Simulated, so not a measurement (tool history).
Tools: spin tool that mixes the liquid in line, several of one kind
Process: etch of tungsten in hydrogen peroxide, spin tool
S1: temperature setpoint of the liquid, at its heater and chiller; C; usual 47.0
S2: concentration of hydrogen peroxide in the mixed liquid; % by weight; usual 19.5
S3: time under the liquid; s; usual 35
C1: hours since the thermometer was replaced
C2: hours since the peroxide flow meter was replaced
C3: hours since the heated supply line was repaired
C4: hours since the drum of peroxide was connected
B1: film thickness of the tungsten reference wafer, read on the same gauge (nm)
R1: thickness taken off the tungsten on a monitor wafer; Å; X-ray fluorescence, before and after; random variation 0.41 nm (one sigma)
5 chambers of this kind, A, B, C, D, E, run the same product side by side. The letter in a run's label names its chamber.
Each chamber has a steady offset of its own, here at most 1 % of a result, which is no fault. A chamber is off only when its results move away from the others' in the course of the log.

run   hour    S1    S2  S3      C1      C2      C3     C4      B1      R1
 1B   11.9  47.0  19.5  35   625.3  1888.9  1038.1  575.8  69.984  505.22
 2D   23.0  47.0  19.5  35  1322.0  1111.4  2821.9  105.9  70.006  504.33
 3C   35.3  47.0  19.5  35   518.8   777.0   737.1  269.4  69.976  494.77
 4E   48.2  47.0  19.5  35   326.2  1587.2   489.5  334.3  69.989  510.18
 5A   60.0  55.5  19.5  25   892.3   666.9   445.0  599.6  70.000  594.89
 6A   66.8  55.5  19.5  25   899.1   673.7   451.8  606.4  69.980  590.81
 7C   79.5  55.5  19.5  25   563.0   821.2   781.3  313.6  69.986  597.02
 8D   91.8  55.5  19.5  25  1390.8  1180.2  2890.7  174.7  69.957  607.28
 9E  102.0  55.5  19.5  25   380.0  1641.0   543.3  388.1  70.019  609.01
     106.6  -- chamber C: new drum of peroxide connected
10B  110.2  47.0  19.5  35   723.6  1987.2  1136.4  674.1  69.985  492.25
11B  122.9  47.0  19.5  35   736.3  1999.9  1149.1  686.8  70.009  503.55
     130.4  -- chamber B: thermometer replaced
12C  134.1  47.0  19.5  35   617.6   875.8   835.9   27.5  70.004  498.01
13E  140.2  47.0  19.5  35   418.2  1679.2   581.5  426.3  70.015  510.99
14A  147.6  47.0  19.5  35   979.9   754.5   532.6  687.2  69.993  499.41
15D  155.1  47.0  19.5  35  1454.1  1243.5  2954.0  238.0  69.985  507.17
16E  165.6  37.5  14.0  35   443.6  1704.6   606.9  451.7  69.955  234.42
17C  173.8  37.5  14.0  35   657.3   915.5   875.6   67.2  69.989  229.17
     182.8  -- chamber E: peroxide flow meter replaced
18A  184.4  37.5  14.0  35  1016.7   791.3   569.4  724.0  69.982  233.46
     184.6  -- chamber E: new drum of peroxide connected
19D  195.3  37.5  14.0  35  1494.3  1283.7  2994.2  278.2  69.986  234.91
     197.7  -- chamber B: new drum of peroxide connected
20B  205.7  37.5  14.0  35    75.3  2082.7  1231.9    8.0  70.010  233.74
21A  218.6  38.0  19.5  35  1050.9   825.5   603.6  758.2  70.007  281.10
22C  231.2  38.0  19.5  35   714.7   972.9   933.0  124.6  70.008  277.29
23B  242.3  38.0  19.5  35   111.9  2119.3  1268.5   44.6  69.994  283.54
24E  254.8  38.0  19.5  35   532.8    72.1   696.1   70.3  70.020  283.79
25D  263.1  38.0  19.5  35  1562.1  1351.5  3062.0  346.0  70.009  287.01
26A  270.7  47.0  19.5  35  1103.0   877.6   655.7  810.3  70.029  500.84
27E  278.9  47.0  19.5  35   556.9    96.2   720.2   94.4  69.973  508.20
     283.7  -- chamber A: heated supply line repaired
28B  285.4  39.5  23.0  35   155.0  2162.4  1311.6   87.7  70.008  344.74
29D  294.7  39.5  23.0  35  1593.7  1383.1  3093.6  377.6  70.024  345.24
30C  304.7  39.5  23.0  35   788.2  1046.4  1006.5  198.1  70.001  326.68
     310.2  -- chamber D: peroxide flow meter replaced
31B  312.3  39.5  23.0  35   181.9  2189.3  1338.5  114.6  70.028  336.24
32C  319.0  39.5  23.0  35   802.5  1060.7  1020.8  212.4  69.999  323.00
33A  326.2  47.0  19.5  35  1158.5   933.1    42.6  865.8  69.981  499.08
     329.3  -- chamber C: peroxide flow meter replaced
34E  338.9  47.0  19.5  35   616.9   156.2   780.2  154.4  69.992  508.36
35D  345.4  47.0  19.5  35  1644.4    35.3  3144.3  428.3  69.988  510.87
36B  356.5  47.0  19.5  35   226.1  2233.5  1382.7  158.8  70.019  503.32
37C  365.9  47.0  19.5  35   849.4    36.6  1067.7  259.3  70.023  475.59
38D  375.4  47.0  19.5  35  1674.4    65.3  3174.3  458.3  70.013  508.52
39E  384.3  47.0  19.5  35   662.3   201.6   825.6  199.8  70.008  510.31
40A  397.0  47.0  19.5  35  1229.3  1003.9   113.4  936.6  70.024  503.00
41B  405.6  47.0  19.5  35   275.2  2282.6  1431.8  207.9  69.984  510.84
42D  414.9  47.0  19.5  35  1713.9   104.8  3213.8  497.8  69.944  508.77
43E  422.3  47.0  23.5  45   700.3   239.6   863.6  237.8  69.961  726.84
44C  428.7  47.0  23.5  45   912.2    99.4  1130.5  322.1  69.973  665.29

All 5 chambers run these settings next. Forecast each chamber's results:
45A  438.4  47.0  19.5  25                       ?
45B  438.4  47.0  19.5  25                       ?
45C  438.4  47.0  19.5  25                       ?
45D  438.4  47.0  19.5  25                       ?
45E  438.4  47.0  19.5  25                       ?

run      R1
45A  361.08
45B  359.79
45C  335.72
45D  359.64
45E  364.72
